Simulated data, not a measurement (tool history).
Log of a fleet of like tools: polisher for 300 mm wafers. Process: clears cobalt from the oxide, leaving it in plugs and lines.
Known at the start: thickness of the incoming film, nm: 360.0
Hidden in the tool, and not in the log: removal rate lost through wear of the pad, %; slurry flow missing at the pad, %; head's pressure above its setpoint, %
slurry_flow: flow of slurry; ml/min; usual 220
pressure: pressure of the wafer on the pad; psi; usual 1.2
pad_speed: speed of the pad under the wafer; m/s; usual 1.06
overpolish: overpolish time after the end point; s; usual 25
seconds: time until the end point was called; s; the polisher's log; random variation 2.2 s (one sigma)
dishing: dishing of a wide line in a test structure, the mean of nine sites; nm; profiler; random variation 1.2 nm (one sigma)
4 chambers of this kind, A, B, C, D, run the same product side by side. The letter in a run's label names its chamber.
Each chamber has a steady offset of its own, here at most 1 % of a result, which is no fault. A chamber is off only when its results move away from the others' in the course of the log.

run	day	slurry_flow	pressure	pad_speed	overpolish	wafers polished on this pad	hours since the slurry nozzle was cleaned	hours since the head pressure was calibrated	seconds	dishing
1D	0.258	220	1.2	1.06	25	287	400.5	388.6	113.61	53.738
2C	0.454	220	1.2	1.06	25	323	448.2	930.6	122.08	52.738
3A	0.721	220	1.2	1.06	25	1207	266.8	383.2	118.36	53.427
4B	0.971	220	1.2	1.06	25	556	484.4	730.2	120.13	52.818
# day 1.125: chamber B: slurry nozzle cleaned
5A	1.171	220	1.2	1.06	25	1299	277.6	394	119.36	51.083
# day 1.183: chamber A: worn pad replaced by a new one
6D	1.55	220	1.2	1.06	25	551	431.5	419.6	121.36	51.217
# day 1.65: chamber C: head pressure recalibrated
7C	1.767	220	1.2	1.06	25	591	479.7	2.8	121.44	53.058
# day 1.842: chamber C: worn pad replaced by a new one
8B	2.083	220	1.2	1.06	25	783	23	756.9	116.72	53.161
9C	2.404	220	1.2	1.06	25	114	495	18.1	118.56	53.268
10D	2.571	220	1.2	1.06	25	759	456	444.1	118.12	54.913
11B	2.888	220	1.2	1.06	25	948	42.3	776.2	116.81	52.154
12A	3.067	220	1.2	1.06	25	384	323.1	439.5	118.29	54.955
13D	3.379	220	1.2	1.06	25	924	475.4	463.5	116.34	52.205
14B	3.562	220	1.2	1.06	25	1085	58.5	792.4	118.04	50.749
# day 3.642: chamber B: head pressure recalibrated
15A	3.825	220	1.2	1.06	25	539	341.3	457.7	118.08	53.526
16C	4.112	220	1.2	1.06	25	463	536	59.1	121.5	53.069
# day 4.183: chamber D: worn pad replaced by a new one
17A	4.496	220	1.2	1.06	25	676	357.4	473.8	118.13	53.635
# day 4.521: chamber A: slurry nozzle cleaned
# day 4.567: chamber C: worn pad replaced by a new one
18B	4.792	220	1.2	1.06	25	1336	88	27.7	116.91	53.949
19D	5.033	220	1.2	1.06	25	174	515.1	503.2	122.98	55.594
20C	5.204	220	1.2	1.06	25	130	562.2	85.3	121.51	51.971
# day 5.371: chamber B: worn pad replaced by a new one
21B	5.529	220	1.2	1.06	25	32	105.7	45.4	114.45	52.381
22A	5.75	220	1.2	1.06	25	932	29.6	503.9	118.61	52.227
23C	6.067	220	1.2	1.06	25	306	582.9	106	121.18	54.333
24D	6.412	220	1.2	1.06	25	455	548.2	536.3	120.38	52.926
25A	6.662	220	1.2	1.06	25	1118	51.5	525.8	117.84	54.646
26C	7.029	220	1.2	1.06	25	502	606	129.1	122.14	52.808
# day 7.154: chamber C: worn pad replaced by a new one
27B	7.279	220	1.2	1.06	25	390	147.7	87.4	119.39	52.62
28D	7.658	220	1.2	1.06	25	709	578.1	566.2	121.49	54.441
29D	7.967	220	1.2	1.06	25	772	585.5	573.6	122.99	54.163
30A	8.154	220	0.9	1.06	25	1422	87.3	561.6	158.38	43.883
# day 8.204: chamber A: worn pad replaced by a new one
31C	8.529	220	0.9	1.06	25	281	642	165.1	159.07	43.909
# day 8.588: chamber D: slurry nozzle cleaned
32B	8.888	220	0.9	1.06	25	718	186.3	126	151.39	42.551
# day 8.954: chamber D: worn pad replaced by a new one
33A	9.129	220	0.9	1.06	25	189	110.7	585	155.05	42.805
34D	9.442	220	1.2	1.06	25	100	20.6	609	118.09	53.165
35C	9.629	220	1.2	1.06	25	505	668.4	191.5	122.88	53.542
# day 9.758: chamber C: worn pad replaced by a new one
36B	9.892	220	1.2	1.06	25	923	210.4	150.1	116.06	53.835
37D	10.167	220	1.2	1.06	25	248	38	626.4	116.95	52.617
38B	10.479	220	1.2	1.06	25	1043	224.5	164.2	118.6	51.404
39A	10.746	220	1.2	1.06	25	519	149.5	623.8	117.78	54.279
40C	11.058	275	1.2	0.94	25	265	702.7	225.8	130.04	47.813
41C	11.425	275	1.2	0.94	25	340	711.5	234.6	132.97	49.805

All 4 chambers run these settings next. Forecast each chamber's results:
42A	11.7	220	1.4	1.06	25				?	?
42B	11.7	220	1.4	1.06	25				?	?
42C	11.7	220	1.4	1.06	25				?	?
42D	11.7	220	1.4	1.06	25				?	?

run	seconds	dishing
42A	104.67	60.337
42B	98.958	57.077
42C	100.83	60.43
42D	103.9	60.833
